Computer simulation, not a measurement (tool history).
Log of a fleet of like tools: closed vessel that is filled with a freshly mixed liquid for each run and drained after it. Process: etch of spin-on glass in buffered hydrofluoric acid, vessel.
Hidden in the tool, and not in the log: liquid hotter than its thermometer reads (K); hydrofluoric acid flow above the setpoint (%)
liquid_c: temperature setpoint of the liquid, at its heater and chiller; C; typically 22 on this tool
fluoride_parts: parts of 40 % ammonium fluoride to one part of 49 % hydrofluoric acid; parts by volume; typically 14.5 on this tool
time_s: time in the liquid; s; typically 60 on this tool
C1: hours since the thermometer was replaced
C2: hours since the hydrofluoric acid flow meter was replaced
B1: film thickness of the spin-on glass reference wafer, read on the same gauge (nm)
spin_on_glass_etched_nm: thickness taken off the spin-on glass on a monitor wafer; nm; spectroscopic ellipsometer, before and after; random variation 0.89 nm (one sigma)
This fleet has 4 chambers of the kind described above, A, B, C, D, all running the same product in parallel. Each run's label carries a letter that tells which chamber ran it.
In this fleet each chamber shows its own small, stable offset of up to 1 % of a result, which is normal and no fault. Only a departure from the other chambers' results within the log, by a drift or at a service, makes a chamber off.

Run 1B, hour 5.2: usual settings; C1 353.1; C2 1343.1; B1 119.97. Result: spin_on_glass_etched_nm 202.67 nm.
Run 2D, hour 12: usual settings; C1 757.1; C2 518.4; B1 120.01. Result: spin_on_glass_etched_nm 202.81 nm.
Run 3C, hour 17.9: usual settings; C1 277.6; C2 485.1; B1 120. Result: spin_on_glass_etched_nm 202.64 nm.
Run 4A, hour 20.9: usual settings; C1 2912.6; C2 482.7; B1 120.02. Result: spin_on_glass_etched_nm 204.77 nm.
Run 5B, hour 24.8: usual settings; C1 372.7; C2 1362.7; B1 120.04. Result: spin_on_glass_etched_nm 202.81 nm.
Run 6A, hour 29: usual settings; C1 2920.7; C2 490.8; B1 119.97. Result: spin_on_glass_etched_nm 203.33 nm.
Run 7C, hour 32.3: usual settings but time_s 50 s; C1 292; C2 499.5; B1 119.96. Result: spin_on_glass_etched_nm 169.04 nm.
Run 8D, hour 37: usual settings but time_s 50 s; C1 782.1; C2 543.4; B1 120.05. Result: spin_on_glass_etched_nm 169.9 nm.
At hour 37.4: chamber B: hydrofluoric acid flow meter replaced.
At hour 42.8: chamber A: thermometer replaced.
Run 9C, hour 43.1: usual settings but time_s 50 s; C1 302.8; C2 510.3; B1 120.01. Result: spin_on_glass_etched_nm 168.15 nm.
Run 10A, hour 49.7: usual settings but time_s 50 s; C1 7; C2 511.5; B1 120. Result: spin_on_glass_etched_nm 169.98 nm.
Run 11B, hour 54.7: usual settings; C1 402.6; C2 17.4; B1 119.99. Result: spin_on_glass_etched_nm 202.88 nm.
Run 12D, hour 59.8: usual settings; C1 804.9; C2 566.2; B1 119.96. Result: spin_on_glass_etched_nm 203.59 nm.
Run 13C, hour 63.5: usual settings; C1 323.2; C2 530.7; B1 120. Result: spin_on_glass_etched_nm 202.47 nm.
Run 14D, hour 70.4: usual settings; C1 815.5; C2 576.8; B1 120. Result: spin_on_glass_etched_nm 204.09 nm.
Run 15A, hour 75.7: usual settings; C1 33; C2 537.5; B1 120.02. Result: spin_on_glass_etched_nm 206.77 nm.
Run 16B, hour 78.8: usual settings; C1 426.7; C2 41.5; B1 120.04. Result: spin_on_glass_etched_nm 200.54 nm.
Run 17D, hour 85.7: usual settings; C1 830.8; C2 592.1; B1 119.95. Result: spin_on_glass_etched_nm 202.89 nm.
Run 18A, hour 91.1: usual settings; C1 48.4; C2 552.9; B1 120.01. Result: spin_on_glass_etched_nm 206.35 nm.
Run 19C, hour 97.2: usual settings; C1 356.9; C2 564.4; B1 119.98. Result: spin_on_glass_etched_nm 202.16 nm.
Run 20B, hour 100.3: usual settings but fluoride_parts 17.5 parts by volume, time_s 45 s; C1 448.2; C2 63; B1 119.99. Result: spin_on_glass_etched_nm 124.56 nm.
Run 21D, hour 104.1: usual settings but fluoride_parts 17.5 parts by volume, time_s 45 s; C1 849.2; C2 610.5; B1 120.01. Result: spin_on_glass_etched_nm 127.02 nm.
Run 22A, hour 108.6: usual settings but fluoride_parts 17.5 parts by volume, time_s 45 s; C1 65.9; C2 570.4; B1 119.97. Result: spin_on_glass_etched_nm 130.28 nm.
Run 23C, hour 114: usual settings but fluoride_parts 17.5 parts by volume, time_s 45 s; C1 373.7; C2 581.2; B1 119.96. Result: spin_on_glass_etched_nm 126.28 nm.
Run 24B, hour 118.4: usual settings; C1 466.3; C2 81.1; B1 120.03. Result: spin_on_glass_etched_nm 202.68 nm.
Run 25B, hour 125.4: usual settings; C1 473.3; C2 88.1; B1 120.05. Result: spin_on_glass_etched_nm 200.84 nm.
Run 26D, hour 132.2: usual settings; C1 877.3; C2 638.6; B1 120.01. Result: spin_on_glass_etched_nm 202.86 nm.
Run 27A, hour 136.6: usual settings but fluoride_parts 9.5 parts by volume, time_s 85 s; C1 93.9; C2 598.4; B1 120.03. Result: spin_on_glass_etched_nm 438.78 nm.
Run 28C, hour 143: usual settings but fluoride_parts 9.5 parts by volume, time_s 85 s; C1 402.7; C2 610.2; B1 119.99. Result: spin_on_glass_etched_nm 425.56 nm.
Run 29D, hour 149.6: usual settings but fluoride_parts 9.5 parts by volume, time_s 85 s; C1 894.7; C2 656; B1 119.99. Result: spin_on_glass_etched_nm 429.1 nm.
Run 30C, hour 155.9: usual settings but fluoride_parts 9.5 parts by volume, time_s 85 s; C1 415.6; C2 623.1; B1 119.99. Result: spin_on_glass_etched_nm 424.55 nm.
Run 31A, hour 160.8: usual settings but liquid_c 18 C, time_s 90 s; C1 118.1; C2 622.6; B1 119.99. Result: spin_on_glass_etched_nm 254.88 nm.
Run 32B, hour 166.8: usual settings but liquid_c 18 C, time_s 90 s; C1 514.7; C2 129.5; B1 119.99. Result: spin_on_glass_etched_nm 242 nm.
Run 33D, hour 171.8: usual settings but liquid_c 18 C, time_s 90 s; C1 916.9; C2 678.2; B1 119.96. Result: spin_on_glass_etched_nm 245.1 nm.
At hour 174.7: chamber B: thermometer replaced.
Run 34B, hour 176.9: usual settings but liquid_c 18 C, time_s 90 s; C1 2.2; C2 139.6; B1 120.03. Result: spin_on_glass_etched_nm 240.88 nm.
Run 35A, hour 183.8: usual settings; C1 141.1; C2 645.6; B1 119.96. Result: spin_on_glass_etched_nm 213.36 nm.
Run 36C, hour 187.4: usual settings but liquid_c 27 C; C1 447.1; C2 654.6; B1 120. Result: spin_on_glass_etched_nm 266.6 nm.
Run 37A, hour 193.2: usual settings but liquid_c 27 C; C1 150.5; C2 655; B1 119.99. Result: spin_on_glass_etched_nm 283.66 nm.
Run 38B, hour 197.3: usual settings but liquid_c 27 C; C1 22.6; C2 160; B1 120. Result: spin_on_glass_etched_nm 263.78 nm.

Which is it: a chamber that has drifted or been left off by a service, a gauge drift common to all chambers, or only each chamber's usual small offset? If a chamber is off, name it and its likeliest cause.

Chamber A drifts away from the others.
What lies behind it: hydrofluoric acid flow above the setpoint (%) = 6.49.
With only this log, it may be confused with: liquid hotter than its thermometer reads (K).

Here are 4 candidates for chamber A's next run, each the usual settings with a change, their results left as question marks. Which one brings its results back in line with what the others give on the usual settings?
Maximum distance from the other chambers' mean on the usual settings for a result to count as in line: spin_on_glass_etched_nm 3.1 nm
Run 39A-1, hour 202.3: usual settings but liquid_c 20 C. Result: spin_on_glass_etched_nm ?.
Run 39A-2, hour 202.3: usual settings but fluoride_parts 13.5 parts by volume. Result: spin_on_glass_etched_nm ?.
Run 39A-3, hour 202.3: usual settings but fluoride_parts 13 parts by volume. Result: spin_on_glass_etched_nm ?.
Run 39A-4, hour 202.3: usual settings but liquid_c 21.5 C, fluoride_parts 15 parts by volume. Result: spin_on_glass_etched_nm ?.

The other chambers' mean on the usual settings: spin_on_glass_etched_nm 202.6 nm
  run  spin_on_glass_etched_nm
39A-1                   193.42
39A-2                   232.03
39A-3                    240.6
39A-4                   203.73
39A-4 is the one that brings the chamber's results back in line with the other chambers.
